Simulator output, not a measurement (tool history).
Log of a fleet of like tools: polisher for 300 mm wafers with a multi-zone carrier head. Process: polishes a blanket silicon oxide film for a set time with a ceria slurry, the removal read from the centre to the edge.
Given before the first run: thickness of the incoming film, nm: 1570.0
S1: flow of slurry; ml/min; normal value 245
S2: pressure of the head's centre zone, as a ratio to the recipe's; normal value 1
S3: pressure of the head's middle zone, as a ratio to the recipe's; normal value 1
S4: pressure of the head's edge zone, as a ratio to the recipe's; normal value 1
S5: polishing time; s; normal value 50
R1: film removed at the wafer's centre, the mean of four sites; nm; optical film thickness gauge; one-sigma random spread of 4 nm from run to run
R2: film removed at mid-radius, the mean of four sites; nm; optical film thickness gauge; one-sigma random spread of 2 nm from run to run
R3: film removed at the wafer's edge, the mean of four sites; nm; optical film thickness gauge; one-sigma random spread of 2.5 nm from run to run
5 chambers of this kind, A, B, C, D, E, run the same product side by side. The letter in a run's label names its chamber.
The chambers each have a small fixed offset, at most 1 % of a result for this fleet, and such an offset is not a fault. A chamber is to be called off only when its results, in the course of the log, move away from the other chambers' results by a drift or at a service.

run   hour   S1  S2  S3  S4  S5      R1      R2      R3
 1C    1.9  245   1   1   1  50  275.50  276.99  271.74
 2E    5.4  245   1   1   1  50  284.01  271.90  279.53
       7.3  -- chamber B: worn pad replaced by a new one
 3A    7.9  245   1   1   1  50  270.48  277.75  271.77
 4B   11.3  245   1   1   1  50  273.85  274.15  281.54
 5D   15.1  245   1   1   1  50  276.62  278.85  270.74
      18.9  -- chamber D: worn pad replaced by a new one
 6C   19.2  245   1   1   1  50  276.94  274.50  271.31
 7E   22.7  245   1   1   1  50  269.37  273.42  277.50
      25.3  -- chamber C: worn pad replaced by a new one
 8B   25.4  245   1   1   1  50  275.36  275.80  270.75
 9D   29.0  245   1   1   1  50  272.36  274.87  275.63
10A   31.8  245   1   1   1  50  273.64  277.30  273.44
      32.8  -- chamber A: edge zone pressure recalibrated
11E   34.8  245   1   1   1  50  270.39  277.84  282.87
12A   37.6  245   1   1   1  50  275.35  277.02  270.90
13C   39.4  245   1   1   1  50  276.47  278.63  274.40
14B   41.7  245   1   1   1  50  273.63  272.30  272.34
      41.9  -- chamber E: worn pad replaced by a new one
      42.3  -- chamber B: slurry nozzle cleaned
15D   45.6  245   1   1   1  50  272.60  275.98  277.75
16D   48.1  245   1   1   1  50  272.71  277.42  276.31
17B   51.6  245   1   1   1  50  274.10  276.49  278.67
18E   54.4  245   1   1   1  50  275.48  275.71  275.25
19A   56.9  245   1   1   1  50  269.60  273.20  272.38
      59.3  -- chamber E: slurry nozzle cleaned
20C   61.1  245   1   1   1  50  281.41  277.03  277.02
21A   64.4  245   1   1   1  50  268.35  272.31  263.17
      66.3  -- chamber E: edge zone pressure recalibrated
      67.5  -- chamber C: slurry nozzle cleaned
22C   68.0  245   1   1   1  50  271.30  274.85  271.41
23B   70.0  245   1   1   1  50  270.34  270.42  275.00
      71.5  -- chamber C: worn pad replaced by a new one
24D   74.2  245   1   1   1  50  279.67  273.48  274.56
25E   76.1  245   1   1   1  50  280.39  278.65  277.00
26B   78.0  245   1   1   1  50  275.88  273.04  273.09
      79.9  -- chamber B: worn pad replaced by a new one
27D   80.7  245   1   1   1  50  279.89  274.78  277.01
      81.7  -- chamber D: centre zone pressure recalibrated
28E   82.9  245   1   1   1  50  267.55  273.87  274.36
29C   86.5  245   1   1   1  65  353.17  358.26  361.58
30A   90.4  245   1   1   1  65  329.64  338.00  328.76
31C   94.6  245   1   1   1  65  361.93  361.17  352.10
      94.7  -- chamber E: worn pad replaced by a new one
32A   97.0  245   1   1   1  65  330.73  333.12  327.01
33D   99.9  245   1   1   1  65  356.00  359.66  362.66
34E  103.9  245   1   1   1  50  277.86  273.39  275.69
35B  107.5  245   1   1   1  50  263.06  273.27  273.82
36C  110.8  245   1   1   1  61  336.62  340.24  331.05

All chambers now run identical settings, listed one chamber a line with results as question marks. What results will each chamber show?
37A  113.8  245   1   1   1  56   ?   ?   ?
37B  113.8  245   1   1   1  56   ?   ?   ?
37C  113.8  245   1   1   1  56   ?   ?   ?
37D  113.8  245   1   1   1  56   ?   ?   ?
37E  113.8  245   1   1   1  56   ?   ?   ?

run      R1      R2      R3
37A  279.51  282.26  278.85
37B  308.60  308.18  301.17
37C  304.77  310.25  309.11
37D  309.33  308.20  312.20
37E  304.04  306.18  310.20
